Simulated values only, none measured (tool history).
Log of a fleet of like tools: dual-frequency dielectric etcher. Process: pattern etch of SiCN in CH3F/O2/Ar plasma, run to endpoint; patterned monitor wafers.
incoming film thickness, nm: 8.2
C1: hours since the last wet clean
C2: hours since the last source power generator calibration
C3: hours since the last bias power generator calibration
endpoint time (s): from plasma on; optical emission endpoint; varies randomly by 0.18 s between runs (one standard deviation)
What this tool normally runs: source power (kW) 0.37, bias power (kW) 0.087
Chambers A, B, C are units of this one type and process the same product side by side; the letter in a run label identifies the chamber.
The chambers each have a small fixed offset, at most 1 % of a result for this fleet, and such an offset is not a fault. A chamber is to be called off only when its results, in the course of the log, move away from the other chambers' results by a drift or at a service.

run 1C hour=6.9 | source_power_(kW)=0.37 bias_power_(kW)=0.087 | C1=382.7 C2=1916.3 C3=2941.8 | endpoint_time_(s)=21.247
run 2B hour=19.2 | source_power_(kW)=0.37 bias_power_(kW)=0.087 | C1=129.3 C2=222.4 C3=3942.6 | endpoint_time_(s)=21.104
run 3A hour=30.7 | source_power_(kW)=0.37 bias_power_(kW)=0.087 | C1=79.6 C2=1802.9 C3=947.3 | endpoint_time_(s)=21.232
run 4B hour=42.3 | source_power_(kW)=0.37 bias_power_(kW)=0.087 | C1=152.4 C2=245.5 C3=3965.7 | endpoint_time_(s)=20.761
-- hour=43.5 chamber B: bias power generator calibrated
run 5C hour=49.8 | source_power_(kW)=0.37 bias_power_(kW)=0.087 | C1=425.6 C2=1959.2 C3=2984.7 | endpoint_time_(s)=21.141
run 6A hour=58.1 | source_power_(kW)=0.37 bias_power_(kW)=0.087 | C1=107 C2=1830.3 C3=974.7 | endpoint_time_(s)=21.323
run 7C hour=67.5 | source_power_(kW)=0.37 bias_power_(kW)=0.087 | C1=443.3 C2=1976.9 C3=3002.4 | endpoint_time_(s)=21.398
run 8B hour=78.7 | source_power_(kW)=0.37 bias_power_(kW)=0.087 | C1=188.8 C2=281.9 C3=35.3 | endpoint_time_(s)=20.892
run 9A hour=87.7 | source_power_(kW)=0.37 bias_power_(kW)=0.087 | C1=136.6 C2=1859.9 C3=1004.3 | endpoint_time_(s)=20.883
run 10B hour=95.3 | source_power_(kW)=0.33 bias_power_(kW)=0.087 | C1=205.4 C2=298.5 C3=51.9 | endpoint_time_(s)=22.373
run 11A hour=108.3 | source_power_(kW)=0.33 bias_power_(kW)=0.087 | C1=157.2 C2=1880.5 C3=1024.9 | endpoint_time_(s)=21.923
run 12C hour=117.1 | source_power_(kW)=0.33 bias_power_(kW)=0.087 | C1=492.9 C2=2026.5 C3=3052 | endpoint_time_(s)=22.101
run 13A hour=126.4 | source_power_(kW)=0.37 bias_power_(kW)=0.087 | C1=175.3 C2=1898.6 C3=1043 | endpoint_time_(s)=20.765
run 14B hour=132.8 | source_power_(kW)=0.37 bias_power_(kW)=0.087 | C1=242.9 C2=336 C3=89.4 | endpoint_time_(s)=20.834
run 15C hour=144 | source_power_(kW)=0.37 bias_power_(kW)=0.087 | C1=519.8 C2=2053.4 C3=3078.9 | endpoint_time_(s)=21.26
run 16A hour=151.8 | source_power_(kW)=0.37 bias_power_(kW)=0.087 | C1=200.7 C2=1924 C3=1068.4 | endpoint_time_(s)=20.544
run 17C hour=163.3 | source_power_(kW)=0.37 bias_power_(kW)=0.087 | C1=539.1 C2=2072.7 C3=3098.2 | endpoint_time_(s)=21.663
run 18B hour=174.6 | source_power_(kW)=0.37 bias_power_(kW)=0.087 | C1=284.7 C2=377.8 C3=131.2 | endpoint_time_(s)=20.954
-- hour=180 chamber C: wet clean of the chamber
run 19A hour=186.1 | source_power_(kW)=0.37 bias_power_(kW)=0.087 | C1=235 C2=1958.3 C3=1102.7 | endpoint_time_(s)=20.955
run 20C hour=197.4 | source_power_(kW)=0.37 bias_power_(kW)=0.087 | C1=17.4 C2=2106.8 C3=3132.3 | endpoint_time_(s)=22.337
run 21B hour=208.3 | source_power_(kW)=0.37 bias_power_(kW)=0.087 | C1=318.4 C2=411.5 C3=164.9 | endpoint_time_(s)=20.941
run 22A hour=216.9 | source_power_(kW)=0.37 bias_power_(kW)=0.087 | C1=265.8 C2=1989.1 C3=1133.5 | endpoint_time_(s)=21.32
run 23C hour=225.1 | source_power_(kW)=0.4 bias_power_(kW)=0.078 | C1=45.1 C2=2134.5 C3=3160 | endpoint_time_(s)=22.768
run 24B hour=234.5 | source_power_(kW)=0.4 bias_power_(kW)=0.078 | C1=344.6 C2=437.7 C3=191.1 | endpoint_time_(s)=21.3
run 25A hour=244.9 | source_power_(kW)=0.4 bias_power_(kW)=0.078 | C1=293.8 C2=2017.1 C3=1161.5 | endpoint_time_(s)=21.368
run 26B hour=257.4 | source_power_(kW)=0.37 bias_power_(kW)=0.087 | C1=367.5 C2=460.6 C3=214 | endpoint_time_(s)=20.886
run 27C hour=263.7 | source_power_(kW)=0.37 bias_power_(kW)=0.087 | C1=83.7 C2=2173.1 C3=3198.6 | endpoint_time_(s)=22.123
run 28A hour=274.7 | source_power_(kW)=0.3 bias_power_(kW)=0.087 | C1=323.6 C2=2046.9 C3=1191.3 | endpoint_time_(s)=22.88
run 29B hour=286.3 | source_power_(kW)=0.3 bias_power_(kW)=0.087 | C1=396.4 C2=489.5 C3=242.9 | endpoint_time_(s)=22.89
run 30C hour=297 | source_power_(kW)=0.3 bias_power_(kW)=0.087 | C1=117 C2=2206.4 C3=3231.9 | endpoint_time_(s)=24.195
run 31B hour=309.8 | source_power_(kW)=0.37 bias_power_(kW)=0.087 | C1=419.9 C2=513 C3=266.4 | endpoint_time_(s)=21.15
-- hour=312.2 chamber B: wet clean of the chamber
run 32C hour=319.2 | source_power_(kW)=0.42 bias_power_(kW)=0.069 | C1=139.2 C2=2228.6 C3=3254.1 | endpoint_time_(s)=22.555
run 33A hour=325.4 | source_power_(kW)=0.42 bias_power_(kW)=0.069 | C1=374.3 C2=2097.6 C3=1242 | endpoint_time_(s)=21.416
run 34B hour=337.8 | source_power_(kW)=0.42 bias_power_(kW)=0.069 | C1=25.7 C2=541 C3=294.4 | endpoint_time_(s)=21.801
run 35A hour=344 | source_power_(kW)=0.37 bias_power_(kW)=0.087 | C1=392.9 C2=2116.2 C3=1260.6 | endpoint_time_(s)=21.191
run 36C hour=353.5 | source_power_(kW)=0.37 bias_power_(kW)=0.087 | C1=173.5 C2=2262.9 C3=3288.4 | endpoint_time_(s)=22.146
run 37A hour=363.7 | source_power_(kW)=0.37 bias_power_(kW)=0.087 | C1=412.6 C2=2135.9 C3=1280.3 | endpoint_time_(s)=20.727
run 38C hour=373.4 | source_power_(kW)=0.37 bias_power_(kW)=0.087 | C1=193.4 C2=2282.8 C3=3308.3 | endpoint_time_(s)=22.191

Is one chamber out of step, is the gauge drifting, or do the chambers differ by no more than their own small offsets? For an off chamber, give its letter and the likeliest cause.

Chamber C has stood off from the others ever since a service on it.
Cause: etch rate under this chamber's usual, % = 4.47.

Here are 4 candidates for chamber C's next run, each the usual settings with a change, their results left as question marks. Which one brings its results back in line with what the others give on the usual settings?
A result is in line if it is within this distance of the other chambers' mean on the usual settings: endpoint time (s) 0.64
run 39C-1 hour=382.9 | source_power_(kW)=0.31 bias_power_(kW)=0.087 | endpoint_time_(s)=?
run 39C-2 hour=382.9 | source_power_(kW)=0.44 bias_power_(kW)=0.104 | endpoint_time_(s)=?
run 39C-3 hour=382.9 | source_power_(kW)=0.31 bias_power_(kW)=0.072 | endpoint_time_(s)=?
run 39C-4 hour=382.9 | source_power_(kW)=0.37 bias_power_(kW)=0.101 | endpoint_time_(s)=?

Average result of the remaining chambers running the usual settings: endpoint time (s) 20.961
run=39C-1 endpoint_time_(s)=23.695
run=39C-2 endpoint_time_(s)=19.511
run=39C-3 endpoint_time_(s)=25.371
run=39C-4 endpoint_time_(s)=21.014
39C-4 puts the chamber back in line with the other chambers.
